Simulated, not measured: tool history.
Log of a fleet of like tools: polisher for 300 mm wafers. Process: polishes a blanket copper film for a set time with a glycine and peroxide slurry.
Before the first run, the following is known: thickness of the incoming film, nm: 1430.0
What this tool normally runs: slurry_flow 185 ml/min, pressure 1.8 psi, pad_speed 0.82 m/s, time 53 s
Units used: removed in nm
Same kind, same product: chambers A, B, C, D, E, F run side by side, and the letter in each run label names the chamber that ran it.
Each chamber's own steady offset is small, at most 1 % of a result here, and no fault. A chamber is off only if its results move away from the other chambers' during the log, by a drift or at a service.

run,day,slurry_flow,pressure,pad_speed,time,removed
1E,0.317,185,1.8,0.82,53,149.16
# day 0.512: chamber E: worn pad replaced by a new one
2F,0.8,185,1.8,0.82,53,147.42
3D,1.117,185,1.8,0.82,53,149.1
4B,1.658,185,1.8,0.82,53,147.27
# day 2.088: chamber B: worn pad replaced by a new one
5A,2.108,185,1.3,0.82,68,149.59
6C,2.704,185,1.3,0.82,68,151.48
7F,3.071,185,1.3,0.82,68,149.51
# day 3.279: chamber F: worn pad replaced by a new one
# day 3.325: chamber C: worn pad replaced by a new one
# day 3.404: chamber A: worn pad replaced by a new one
8B,3.6,185,1.3,0.82,68,151.02
# day 3.775: chamber E: worn pad replaced by a new one
9E,4.204,185,1.3,0.82,68,155.61
10C,4.567,185,1.3,0.82,68,154.07
11D,4.908,185,1.8,0.82,53,144.62
12A,5.183,185,1.6,0.82,53,133.64
# day 5.279: chamber D: slurry nozzle cleaned
13C,5.45,185,1.6,0.82,53,134.19
14D,5.925,185,1.6,0.82,53,134.9
# day 6.083: chamber B: worn pad replaced by a new one
# day 6.329: chamber F: worn pad replaced by a new one
15F,6.446,185,1.6,0.82,53,136.2
16E,6.808,185,1.6,0.82,53,137.62
# day 7.204: chamber A: worn pad replaced by a new one
17B,7.371,185,1.6,0.82,53,134.66
# day 7.392: chamber C: head pressure recalibrated
# day 7.625: chamber E: worn pad replaced by a new one
18A,7.867,185,1.8,0.82,53,148.96
# day 8.058: chamber C: worn pad replaced by a new one
19D,8.142,140,1.8,0.82,53,140.85
20A,8.654,140,1.8,0.82,53,143.32
21F,9.042,140,1.8,0.82,53,137.48
# day 9.371: chamber F: worn pad replaced by a new one
# day 9.488: chamber B: worn pad replaced by a new one
22B,9.625,140,1.8,0.82,53,138.22
23E,10.042,140,1.8,0.82,53,140.24
24C,10.604,140,1.8,0.82,53,139.73
# day 10.862: chamber F: slurry nozzle cleaned
25F,10.871,185,1.8,0.82,53,146.29
# day 10.971: chamber E: slurry nozzle cleaned
# day 11.112: chamber A: worn pad replaced by a new one
26A,11.371,185,1.8,0.82,53,149.42
# day 11.571: chamber E: worn pad replaced by a new one
27C,11.896,185,1.8,0.82,53,142.99
28E,12.396,185,1.8,0.82,53,147.3
# day 12.479: chamber F: worn pad replaced by a new one
# day 12.575: chamber C: worn pad replaced by a new one
29B,12.767,185,1.8,0.82,53,146.98
30D,13.25,185,1.8,0.82,53,139.73
# day 13.379: chamber B: worn pad replaced by a new one
# day 13.517: chamber E: head pressure recalibrated
31F,13.529,185,1.8,0.82,53,145.55
# day 13.879: chamber A: slurry nozzle cleaned
32A,13.892,185,1.8,0.82,53,149.08
# day 14.138: chamber A: worn pad replaced by a new one
33B,14.35,185,1.8,0.82,53,148.44
34E,14.667,185,1.8,0.82,53,147.83
# day 14.783: chamber E: worn pad replaced by a new one
35D,15.021,185,1.8,0.82,53,134.02
36C,15.329,185,1.8,0.82,53,151.55
# day 15.8: chamber F: worn pad replaced by a new one
37D,15.871,185,1.8,0.82,53,134.32
38C,16.133,185,1.8,0.82,53,149.75
39E,16.442,185,1.3,0.82,53,118.91
# day 16.979: chamber B: worn pad replaced by a new one
40B,17.05,185,1.3,0.82,53,116.16
41A,17.325,185,1.3,0.82,53,119.17
42F,17.608,185,1.3,0.82,53,116.62

Decide between three cases: one chamber stands off from its peers, the gauge reading all wafers drifts, or nothing is wrong past each chamber's small offset. Where a chamber is off, say which and what most likely put it there.

Little by little, chamber D moves away from the other chambers.
What lies behind it: removal rate lost through wear of the pad, % = 12.4.

Here are 4 candidates for chamber D's next run, each the usual settings with a change, their results left as question marks. Which one brings its results back in line with what the others give on the usual settings?
Maximum distance from the other chambers' mean on the usual settings for a result to count as in line: removed 7.3 nm
43D-1,18.046,185,1.8,0.82,47,?
43D-2,18.046,185,1.9,0.82,57,?
43D-3,18.046,185,1.8,0.82,54,?
43D-4,18.046,185,1.8,0.78,53,?

The other chambers' mean on the usual settings: removed 146.59 nm
run,removed
43D-1,115.77
43D-2,146.02
43D-3,133.01
43D-4,125.97
With 43D-2, the chamber falls back in line with the rest.
